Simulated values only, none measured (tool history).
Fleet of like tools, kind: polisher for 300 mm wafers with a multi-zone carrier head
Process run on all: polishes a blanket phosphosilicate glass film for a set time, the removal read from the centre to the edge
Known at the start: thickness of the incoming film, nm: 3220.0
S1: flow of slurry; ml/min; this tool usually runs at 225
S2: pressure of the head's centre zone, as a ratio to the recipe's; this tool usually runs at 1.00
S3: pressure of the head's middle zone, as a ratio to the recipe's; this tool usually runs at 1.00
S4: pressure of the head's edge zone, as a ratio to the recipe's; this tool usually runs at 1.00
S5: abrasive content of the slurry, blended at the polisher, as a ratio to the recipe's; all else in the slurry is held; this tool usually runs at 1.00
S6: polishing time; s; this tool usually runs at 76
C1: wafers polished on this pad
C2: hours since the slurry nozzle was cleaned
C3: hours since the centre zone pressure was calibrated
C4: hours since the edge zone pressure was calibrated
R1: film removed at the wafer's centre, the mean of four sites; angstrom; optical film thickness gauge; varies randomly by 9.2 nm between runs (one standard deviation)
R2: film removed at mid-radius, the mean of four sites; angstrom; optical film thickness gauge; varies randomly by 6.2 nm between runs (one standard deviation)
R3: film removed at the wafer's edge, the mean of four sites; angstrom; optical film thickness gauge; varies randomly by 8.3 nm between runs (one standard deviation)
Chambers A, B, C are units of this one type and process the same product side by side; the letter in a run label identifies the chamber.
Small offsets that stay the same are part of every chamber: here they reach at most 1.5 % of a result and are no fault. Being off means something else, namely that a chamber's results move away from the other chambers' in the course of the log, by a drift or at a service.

run   hour   S1    S2    S3    S4    S5  S6    C1     C2      C3      C4      R1      R2      R3
       0.2  -- chamber B: worn pad replaced by a new one
 1B    6.4  225  1.00  1.00  1.00  1.00  76    74  479.3   877.6   864.1  6327.4  6397.1  6195.4
       8.8  -- chamber C: worn pad replaced by a new one
 2A   14.7  225  1.00  1.00  1.00  1.00  76   974  317.6   142.9   819.3  6216.1  6375.0  6321.0
 3C   25.0  225  1.00  1.00  1.00  1.00  76   190  199.7   430.9   404.2  6292.3  6283.4  6231.1
      28.4  -- chamber A: worn pad replaced by a new one
 4A   34.5  225  1.00  1.00  1.00  1.00  76    72  337.4   162.7   839.1  6341.7  6332.7  6240.4
 5B   39.6  225  1.00  1.00  1.00  1.00  76   465  512.5   910.8   897.3  6192.9  6481.9  6112.7
 6C   50.4  225  1.00  1.00  1.00  1.00  76   490  225.1   456.3   429.6  6395.4  6357.1  6258.5
 7B   57.5  225  1.00  1.11  0.95  1.00  76   675  530.4   928.7   915.2  6423.0  6983.0  6068.4
 8A   65.5  225  1.00  1.11  0.95  1.00  76   437  368.4   193.7   870.1  6360.3  7108.9  6100.1
      65.7  -- chamber B: worn pad replaced by a new one
 9C   76.2  225  1.00  1.11  0.95  1.00  76   794  250.9   482.1   455.4  6460.6  6911.1  6053.8
10B   81.4  225  1.00  1.00  1.00  1.00  76   185  554.3   952.6   939.1  6327.9  6341.5  6224.2
11A   91.3  225  1.00  1.00  1.00  1.00  76   741  394.2   219.5   895.9  6306.3  6279.3  6379.2
      97.3  -- chamber C: worn pad replaced by a new one
12C  101.4  225  1.00  1.00  1.00  1.00  76    49  276.1   507.3   480.6  6236.6  6371.0  6300.1
13B  109.1  225  1.00  1.00  1.00  1.00  76   512  582.0   980.3   966.8  6250.1  6241.0  6120.2
14A  117.7  225  1.00  1.00  1.00  1.00  76  1052  420.6   245.9   922.3  6119.4  6351.6  6506.6
     126.6  -- chamber A: worn pad replaced by a new one
15C  127.5  225  1.00  1.00  1.00  1.00  76   356  302.2   533.4   506.7  6181.9  6315.1  6261.1
     132.0  -- chamber B: worn pad replaced by a new one
16A  134.7  225  1.00  1.00  1.00  1.00  76    96  437.6   262.9   939.3  6295.5  6276.8  6481.5
17B  141.1  290  1.00  1.00  1.00  1.25  76   108  614.0  1012.3   998.8  7134.4  7278.7  7095.8
18C  147.1  290  1.00  1.00  1.00  1.25  76   587  321.8   553.0   526.3  6857.5  7105.9  7194.6
19C  153.5  290  1.00  1.00  1.00  1.25  76   662  328.2   559.4   532.7  6896.4  7114.9  6976.5
20A  158.9  225  1.00  1.04  1.00  1.00  76   381  461.8   287.1   963.5  6233.4  6565.1  6330.9
     167.0  -- chamber C: worn pad replaced by a new one
21B  168.7  225  1.00  1.04  1.00  1.00  76   433  641.6  1039.9  1026.4  6261.5  6546.7  6190.1
22B  176.6  225  1.00  1.04  1.00  1.00  76   526  649.5  1047.8  1034.3  6392.3  6472.4  6250.6
23C  184.7  225  1.00  1.00  1.00  1.00  76   208  359.4   590.6   563.9  6027.6  6386.7  6419.0
     184.9  -- chamber B: worn pad replaced by a new one
24A  192.2  225  1.00  1.00  1.00  1.00  76   773  495.1   320.4   996.8  6327.7  6256.0  6332.9
25A  196.9  225  1.00  1.00  1.00  1.00  76   828  499.8   325.1  1001.5  6384.1  6463.1  6338.2
26C  207.7  225  0.90  1.00  1.00  1.00  76   479  382.4   613.6   586.9  5254.9  6373.8  6443.0
27B  217.5  225  0.90  1.00  1.00  1.00  76   384  690.4  1088.7  1075.2  5637.0  6428.4  6299.1
     219.1  -- chamber A: slurry nozzle cleaned
28A  223.3  225  0.90  1.00  1.00  1.00  76  1139    4.2   351.5  1027.9  5464.0  6281.5  6334.6
     225.5  -- chamber A: worn pad replaced by a new one
29C  233.5  225  1.00  1.00  1.00  1.00  76   783  408.2   639.4   612.7  5641.0  6235.7  6278.4
     236.1  -- chamber B: worn pad replaced by a new one
30B  238.2  225  1.00  1.00  1.00  1.00  76    24  711.1  1109.4  1095.9  6475.2  6366.2  6344.9
     239.2  -- chamber C: worn pad replaced by a new one
31A  248.0  225  1.04  0.88  1.00  1.00  76   265   28.9   376.2  1052.6  6584.4  5682.2  6391.4
32B  254.5  225  1.04  0.88  1.00  1.00  76   216  727.4  1125.7  1112.2  6478.0  5619.7  6224.1
33C  261.8  225  1.04  0.88  1.00  1.00  76   266  436.5   667.7   641.0  5788.4  5626.6  6268.4
34C  269.2  225  1.00  1.00  1.00  1.00  76   353  443.9   675.1   648.4  5513.7  6348.3  6291.5
35A  277.0  225  1.00  1.00  1.00  1.00  76   607   57.9   405.2  1081.6  6352.7  6276.6  6450.2
36B  282.0  225  1.00  1.00  1.06  1.00  76   540  754.9  1153.2  1139.7  6505.2  6363.5  6442.9
37C  287.8  225  1.00  1.00  1.06  1.00  76   572  462.5   693.7   667.0  5407.5  6219.2  6645.5
38B  294.4  225  1.00  1.00  1.06  1.00  76   686  767.3  1165.6  1152.1  6325.7  6422.9  6408.3

What goes on in this fleet: one chamber off, a drifting gauge, or nothing beyond the chambers' own small offsets? Name the chamber and the cause, if any.

It is chamber C that slowly wanders off from its peers.
What lies behind it: centre zone's pressure below its setpoint, % = 11.3.

Below are 4 candidate recipes for chamber C's next run, each the usual settings with a change, their results shown as question marks. Which of them brings C's results back in line with what the other chambers give on the usual settings?
In line here means within this much of the mean the other chambers give on the usual settings: R1 320.0 angstrom; R2 220.0 angstrom; R3 290.0 angstrom
39C-1  302.2  235  1.10  0.99  0.96  1.00  77                   ?   ?   ?
39C-2  302.2  240  1.17  0.98  0.92  1.00  78                   ?   ?   ?
39C-3  302.2  210  0.83  1.01  1.07  1.00  75                   ?   ?   ?
39C-4  302.2  215  0.90  1.01  1.04  1.00  75                   ?   ?   ?

Average result of the remaining chambers running the usual settings: R1 6282.0 angstrom; R2 6331.8 angstrom; R3 6279.4 angstrom
  run      R1      R2      R3
39C-1  6266.9  6361.2  6315.7
39C-2  6814.6  6400.0  6274.2
39C-3  4373.7  6222.2  6438.3
39C-4  4813.9  6240.8  6356.6
The right change is 39C-1: it brings the chamber back within the allowed miss of the others.
